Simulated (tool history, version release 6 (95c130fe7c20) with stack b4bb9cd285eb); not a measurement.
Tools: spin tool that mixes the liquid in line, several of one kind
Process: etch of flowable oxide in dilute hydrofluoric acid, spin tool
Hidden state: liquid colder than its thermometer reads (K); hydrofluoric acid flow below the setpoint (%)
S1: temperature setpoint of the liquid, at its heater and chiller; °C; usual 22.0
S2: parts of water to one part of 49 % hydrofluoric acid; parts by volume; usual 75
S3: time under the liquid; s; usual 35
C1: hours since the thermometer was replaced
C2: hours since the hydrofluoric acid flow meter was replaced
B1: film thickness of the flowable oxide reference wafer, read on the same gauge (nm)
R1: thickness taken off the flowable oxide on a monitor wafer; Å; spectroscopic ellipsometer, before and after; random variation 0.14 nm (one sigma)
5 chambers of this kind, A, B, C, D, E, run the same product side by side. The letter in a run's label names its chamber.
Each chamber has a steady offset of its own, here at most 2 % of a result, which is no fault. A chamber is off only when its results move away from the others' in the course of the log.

{"run": "1C", "day": 0.271, "S1": 22.0, "S2": 75, "S3": 35, "C1": 620.5, "C2": 569.5, "B1": 90.002, "R1": 189.76}
{"run": "2A", "day": 0.6, "S1": 22.0, "S2": 75, "S3": 35, "C1": 623.3, "C2": 769.2, "B1": 90.0, "R1": 193.61}
{"run": "3D", "day": 0.796, "S1": 22.0, "S2": 75, "S3": 35, "C1": 1566.8, "C2": 251.2, "B1": 90.0, "R1": 189.45}
{"run": "4B", "day": 1.092, "S1": 22.0, "S2": 75, "S3": 35, "C1": 718.2, "C2": 1160.0, "B1": 90.007, "R1": 191.86}
{"run": "5E", "day": 1.496, "S1": 22.0, "S2": 75, "S3": 35, "C1": 1475.0, "C2": 1537.9, "B1": 90.018, "R1": 191.37}
{"run": "6C", "day": 1.8, "S1": 22.0, "S2": 75, "S3": 35, "C1": 657.2, "C2": 606.2, "B1": 90.009, "R1": 191.89}
{"run": "7A", "day": 2.104, "S1": 17.5, "S2": 90, "S3": 35, "C1": 659.4, "C2": 805.3, "B1": 89.996, "R1": 130.67}
{"run": "8E", "day": 2.35, "S1": 17.5, "S2": 90, "S3": 35, "C1": 1495.5, "C2": 1558.4, "B1": 89.986, "R1": 130.61}
{"run": "9D", "day": 2.683, "S1": 17.5, "S2": 90, "S3": 35, "C1": 1612.1, "C2": 296.5, "B1": 89.976, "R1": 127.85}
{"run": "10B", "day": 3.071, "S1": 17.5, "S2": 90, "S3": 35, "C1": 765.7, "C2": 1207.5, "B1": 89.997, "R1": 130.4}
{"run": "11C", "day": 3.412, "S1": 17.5, "S2": 90, "S3": 35, "C1": 695.9, "C2": 644.9, "B1": 90.006, "R1": 129.0}
{"run": "12A", "day": 3.667, "S1": 22.0, "S2": 75, "S3": 35, "C1": 696.9, "C2": 842.8, "B1": 90.025, "R1": 190.79}
{"run": "13D", "day": 4.108, "S1": 22.0, "S2": 75, "S3": 35, "C1": 1646.3, "C2": 330.7, "B1": 90.016, "R1": 189.5}
{"run": "14E", "day": 4.558, "S1": 22.0, "S2": 75, "S3": 35, "C1": 1548.5, "C2": 1611.4, "B1": 90.0, "R1": 191.63}
{"run": "15B", "day": 4.988, "S1": 22.0, "S2": 75, "S3": 30, "C1": 811.7, "C2": 1253.5, "B1": 89.984, "R1": 166.69}
{"run": "16B", "day": 5.342, "S1": 22.0, "S2": 75, "S3": 30, "C1": 820.2, "C2": 1262.0, "B1": 89.98, "R1": 165.68}
{"run": "17A", "day": 5.571, "S1": 22.0, "S2": 75, "S3": 30, "C1": 742.6, "C2": 888.5, "B1": 89.995, "R1": 161.81}
{"run": "18C", "day": 5.846, "S1": 22.0, "S2": 75, "S3": 30, "C1": 754.3, "C2": 703.3, "B1": 89.992, "R1": 165.17}
{"run": "19D", "day": 6.146, "S1": 22.0, "S2": 75, "S3": 30, "C1": 1695.2, "C2": 379.6, "B1": 89.996, "R1": 162.03}
{"run": "20E", "day": 6.525, "S1": 22.0, "S2": 75, "S3": 35, "C1": 1595.7, "C2": 1658.6, "B1": 89.982, "R1": 190.77}
{"run": "21B", "day": 6.858, "S1": 22.0, "S2": 75, "S3": 35, "C1": 856.6, "C2": 1298.4, "B1": 90.009, "R1": 191.33}
{"run": "22A", "day": 7.125, "S1": 22.0, "S2": 75, "S3": 35, "C1": 779.9, "C2": 925.8, "B1": 89.981, "R1": 188.52}
{"run": "23C", "day": 7.475, "S1": 22.0, "S2": 75, "S3": 35, "C1": 793.4, "C2": 742.4, "B1": 89.988, "R1": 189.06}
{"run": "24E", "day": 7.921, "S1": 22.0, "S2": 75, "S3": 35, "C1": 1629.2, "C2": 1692.1, "B1": 89.989, "R1": 191.93}
{"run": "25D", "day": 8.312, "S1": 22.0, "S2": 75, "S3": 35, "C1": 1747.2, "C2": 431.6, "B1": 90.007, "R1": 188.9}
{"run": "26E", "day": 8.679, "S1": 22.0, "S2": 75, "S3": 35, "C1": 1647.4, "C2": 1710.3, "B1": 90.008, "R1": 190.62}
{"run": "27B", "day": 8.954, "S1": 22.0, "S2": 75, "S3": 35, "C1": 906.9, "C2": 1348.7, "B1": 90.018, "R1": 193.21}
{"day": 9.088, "done": "chamber B: hydrofluoric acid flow meter replaced"}
{"run": "28A", "day": 9.388, "S1": 22.0, "S2": 75, "S3": 35, "C1": 834.2, "C2": 980.1, "B1": 89.999, "R1": 184.37}
{"day": 9.479, "done": "chamber D: hydrofluoric acid flow meter replaced"}
{"run": "29D", "day": 9.721, "S1": 22.0, "S2": 75, "S3": 35, "C1": 1781.0, "C2": 5.9, "B1": 90.013, "R1": 190.06}
{"run": "30C", "day": 10.167, "S1": 22.0, "S2": 75, "S3": 35, "C1": 858.0, "C2": 807.0, "B1": 89.983, "R1": 189.97}
{"run": "31B", "day": 10.45, "S1": 22.0, "S2": 75, "S3": 35, "C1": 942.8, "C2": 32.8, "B1": 90.01, "R1": 195.26}
{"run": "32A", "day": 10.721, "S1": 22.0, "S2": 75, "S3": 35, "C1": 866.2, "C2": 1012.1, "B1": 90.009, "R1": 180.92}
{"run": "33C", "day": 10.996, "S1": 22.0, "S2": 75, "S3": 35, "C1": 877.9, "C2": 826.9, "B1": 90.011, "R1": 193.03}
{"run": "34D", "day": 11.258, "S1": 22.0, "S2": 75, "S3": 35, "C1": 1817.9, "C2": 42.8, "B1": 89.981, "R1": 189.02}
{"run": "35E", "day": 11.654, "S1": 22.0, "S2": 75, "S3": 35, "C1": 1718.8, "C2": 1781.7, "B1": 90.001, "R1": 190.19}
{"run": "36B", "day": 12.05, "S1": 22.0, "S2": 75, "S3": 35, "C1": 981.2, "C2": 71.2, "B1": 90.0, "R1": 193.59}
{"day": 12.258, "done": "chamber D: thermometer replaced"}
{"run": "37A", "day": 12.496, "S1": 22.0, "S2": 75, "S3": 35, "C1": 908.8, "C2": 1054.7, "B1": 89.991, "R1": 179.48}
{"run": "38D", "day": 12.742, "S1": 27.0, "S2": 90, "S3": 35, "C1": 11.7, "C2": 78.4, "B1": 90.008, "R1": 186.61}
{"run": "39E", "day": 12.983, "S1": 27.0, "S2": 90, "S3": 35, "C1": 1750.7, "C2": 1813.6, "B1": 90.002, "R1": 189.97}
{"run": "40C", "day": 13.333, "S1": 27.0, "S2": 90, "S3": 35, "C1": 934.0, "C2": 883.0, "B1": 90.0, "R1": 190.03}

Is one chamber off against the others, does the gauge drift, or is nothing wrong? If a chamber is off, say which, and what the likeliest cause is.

Chamber A drifts away from the others.
Cause: hydrofluoric acid flow below the setpoint (%) = 7.7.
The log may not tell that from: liquid colder than its thermometer reads (K).

Here are 4 candidates for chamber A's next run, each the usual settings with a change, their results left as question marks. Which one brings its results back in line with what the others give on the usual settings?
In line means no further than this from the other chambers' mean on the usual settings: R1 5.00 Å
{"run": "41A-1", "day": 13.658, "S1": 20.0, "S2": 75, "S3": 35, "R1": "?"}
{"run": "41A-2", "day": 13.658, "S1": 22.5, "S2": 75, "S3": 35, "R1": "?"}
{"run": "41A-3", "day": 13.658, "S1": 22.0, "S2": 70, "S3": 35, "R1": "?"}
{"run": "41A-4", "day": 13.658, "S1": 21.5, "S2": 75, "S3": 35, "R1": "?"}

The other chambers' mean on the usual settings: R1 191.35 Å
run=41A-1 R1=163.35
run=41A-2 R1=181.04
run=41A-3 R1=191.20
run=41A-4 R1=173.79
41A-3 brings the chamber back in line.
